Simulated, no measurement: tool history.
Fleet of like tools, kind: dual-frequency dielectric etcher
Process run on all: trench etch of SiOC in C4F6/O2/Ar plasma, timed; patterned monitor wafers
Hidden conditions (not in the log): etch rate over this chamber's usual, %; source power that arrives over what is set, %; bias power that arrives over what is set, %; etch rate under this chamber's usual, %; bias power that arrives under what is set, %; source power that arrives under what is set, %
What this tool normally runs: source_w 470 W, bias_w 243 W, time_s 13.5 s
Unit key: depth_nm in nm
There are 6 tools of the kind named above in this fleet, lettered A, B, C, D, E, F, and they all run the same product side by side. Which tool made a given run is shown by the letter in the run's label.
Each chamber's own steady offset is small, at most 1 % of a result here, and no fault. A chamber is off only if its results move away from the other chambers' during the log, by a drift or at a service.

| run | day | source_w | bias_w | time_s | hours since the last wet clean | hours since the last source power generator calibration | hours since the last bias power generator calibration | read-back reference wafer on the same gauge, depth_nm | depth_nm |
|---|---|---|---|---|---|---|---|---|---|
| 1E | 0.221 | 470 | 243 | 13.5 | 152.2 | 3151.3 | 905.2 | 33.116 | 32.873 |
| 2B | 0.392 | 470 | 243 | 13.5 | 403.8 | 1075.6 | 523.2 | 33.119 | 32.864 |
| 3F | 0.558 | 470 | 243 | 13.5 | 280.1 | 1668.1 | 19.2 | 33.11 | 33.143 |
| 4A | 0.767 | 470 | 243 | 13.5 | 524.5 | 2101.2 | 2058.5 | 33.116 | 33.079 |
| 5D | 0.925 | 470 | 243 | 13.5 | 132 | 895.8 | 2762.7 | 33.128 | 32.811 |
|  | 1.058 | chamber A: wet clean of the chamber |
| 6C | 1.1 | 470 | 243 | 13.5 | 294.6 | 3975 | 1336.5 | 33.129 | 32.686 |
| 7F | 1.371 | 470 | 243 | 13.5 | 299.6 | 1687.6 | 38.7 | 33.133 | 32.977 |
| 8C | 1.588 | 470 | 243 | 13.5 | 306.3 | 3986.7 | 1348.2 | 33.129 | 32.598 |
| 9E | 1.85 | 470 | 243 | 11.5 | 191.3 | 3190.4 | 944.3 | 33.156 | 27.968 |
| 10A | 2.042 | 470 | 243 | 11.5 | 23.7 | 2131.8 | 2089.1 | 33.15 | 28.169 |
| 11D | 2.2 | 470 | 243 | 11.5 | 162.6 | 926.4 | 2793.3 | 33.157 | 28.085 |
|  | 2.221 | chamber F: source power generator calibrated |
| 12B | 2.35 | 470 | 243 | 11.5 | 450.8 | 1122.6 | 570.2 | 33.164 | 27.997 |
| 13B | 2.621 | 470 | 243 | 11.5 | 457.3 | 1129.1 | 576.7 | 33.182 | 28.113 |
| 14C | 2.862 | 470 | 243 | 11.5 | 336.9 | 4017.3 | 1378.8 | 33.183 | 27.919 |
|  | 2.979 | chamber B: wet clean of the chamber |
| 15E | 3.121 | 470 | 243 | 13.5 | 221.8 | 3220.9 | 974.8 | 33.175 | 32.929 |
| 16D | 3.258 | 470 | 243 | 13.5 | 188 | 951.8 | 2818.7 | 33.18 | 32.869 |
| 17F | 3.429 | 470 | 243 | 13.5 | 349 | 29.1 | 88.1 | 33.185 | 33.076 |
| 18A | 3.7 | 470 | 271 | 15 | 63.5 | 2171.6 | 2128.9 | 33.192 | 37.956 |
| 19E | 3.904 | 470 | 271 | 15 | 240.6 | 3239.7 | 993.6 | 33.178 | 37.959 |
| 20B | 4.1 | 470 | 271 | 15 | 26.9 | 1164.6 | 612.2 | 33.205 | 38.057 |
| 21D | 4.317 | 470 | 271 | 15 | 213.4 | 977.2 | 2844.1 | 33.218 | 37.913 |
| 22F | 4.492 | 470 | 271 | 15 | 374.5 | 54.6 | 113.6 | 33.217 | 38.166 |
|  | 4.721 | chamber C: source power generator calibrated |
| 23C | 4.75 | 470 | 271 | 15 | 382.2 | 0.7 | 1424.1 | 33.222 | 37.622 |
| 24A | 4.954 | 470 | 243 | 13.5 | 93.6 | 2201.7 | 2159 | 33.217 | 33.196 |
| 25D | 5.221 | 470 | 243 | 13.5 | 235.1 | 998.9 | 2865.8 | 33.222 | 32.938 |
| 26B | 5.346 | 470 | 243 | 13.5 | 56.8 | 1194.5 | 642.1 | 33.232 | 32.989 |
| 27C | 5.554 | 470 | 243 | 13.5 | 401.5 | 20 | 1443.4 | 33.249 | 32.813 |
| 28A | 5.825 | 470 | 243 | 13.5 | 114.5 | 2222.6 | 2179.9 | 33.254 | 33.129 |
| 29F | 6.088 | 470 | 243 | 13.5 | 412.8 | 92.9 | 151.9 | 33.247 | 33.2 |
|  | 6.112 | chamber C: wet clean of the chamber |
| 30E | 6.346 | 580 | 243 | 15.5 | 299.2 | 3298.3 | 1052.2 | 33.265 | 41.061 |
| 31B | 6.596 | 580 | 243 | 15.5 | 86.8 | 1224.5 | 672.1 | 33.269 | 41.153 |
| 32D | 6.796 | 580 | 243 | 15.5 | 272.9 | 1036.7 | 2903.6 | 33.277 | 41.04 |
| 33F | 7 | 580 | 243 | 15.5 | 434.7 | 114.8 | 173.8 | 33.278 | 41.466 |
| 34A | 7.167 | 580 | 243 | 15.5 | 146.7 | 2254.8 | 2212.1 | 33.278 | 41.335 |
| 35C | 7.396 | 580 | 243 | 15.5 | 30.8 | 64.2 | 1487.6 | 33.292 | 40.883 |
| 36E | 7.588 | 470 | 243 | 13.5 | 329 | 3328.1 | 1082 | 33.279 | 33.091 |
| 37F | 7.746 | 470 | 243 | 13.5 | 452.6 | 132.7 | 191.7 | 33.315 | 33.077 |
| 38A | 7.904 | 470 | 243 | 13.5 | 164.4 | 2272.5 | 2229.8 | 33.306 | 33.146 |
| 39B | 8.075 | 380 | 295 | 13.5 | 122.3 | 1260 | 707.6 | 33.316 | 32.657 |
| 40C | 8.275 | 380 | 295 | 13.5 | 51.9 | 85.3 | 1508.7 | 33.301 | 32.284 |
| 41D | 8.512 | 380 | 295 | 13.5 | 314.1 | 1077.9 | 2944.8 | 33.321 | 32.516 |
| 42E | 8.654 | 380 | 295 | 13.5 | 354.6 | 3353.7 | 1107.6 | 33.324 | 32.54 |
| 43D | 8.796 | 380 | 295 | 13.5 | 320.9 | 1084.7 | 2951.6 | 33.314 | 32.431 |

Predict what each chamber gives when all 6 of them run the settings below next.
| 44A | 9 | 470 | 243 | 13.5 |  |  |  |  | ? |
| 44B | 9 | 470 | 243 | 13.5 |  |  |  |  | ? |
| 44C | 9 | 470 | 243 | 13.5 |  |  |  |  | ? |
| 44D | 9 | 470 | 243 | 13.5 |  |  |  |  | ? |
| 44E | 9 | 470 | 243 | 13.5 |  |  |  |  | ? |
| 44F | 9 | 470 | 243 | 13.5 |  |  |  |  | ? |

| run | depth_nm |
|---|---|
| 44A | 33.104 |
| 44B | 33.173 |
| 44C | 32.971 |
| 44D | 33.057 |
| 44E | 32.985 |
| 44F | 33.293 |
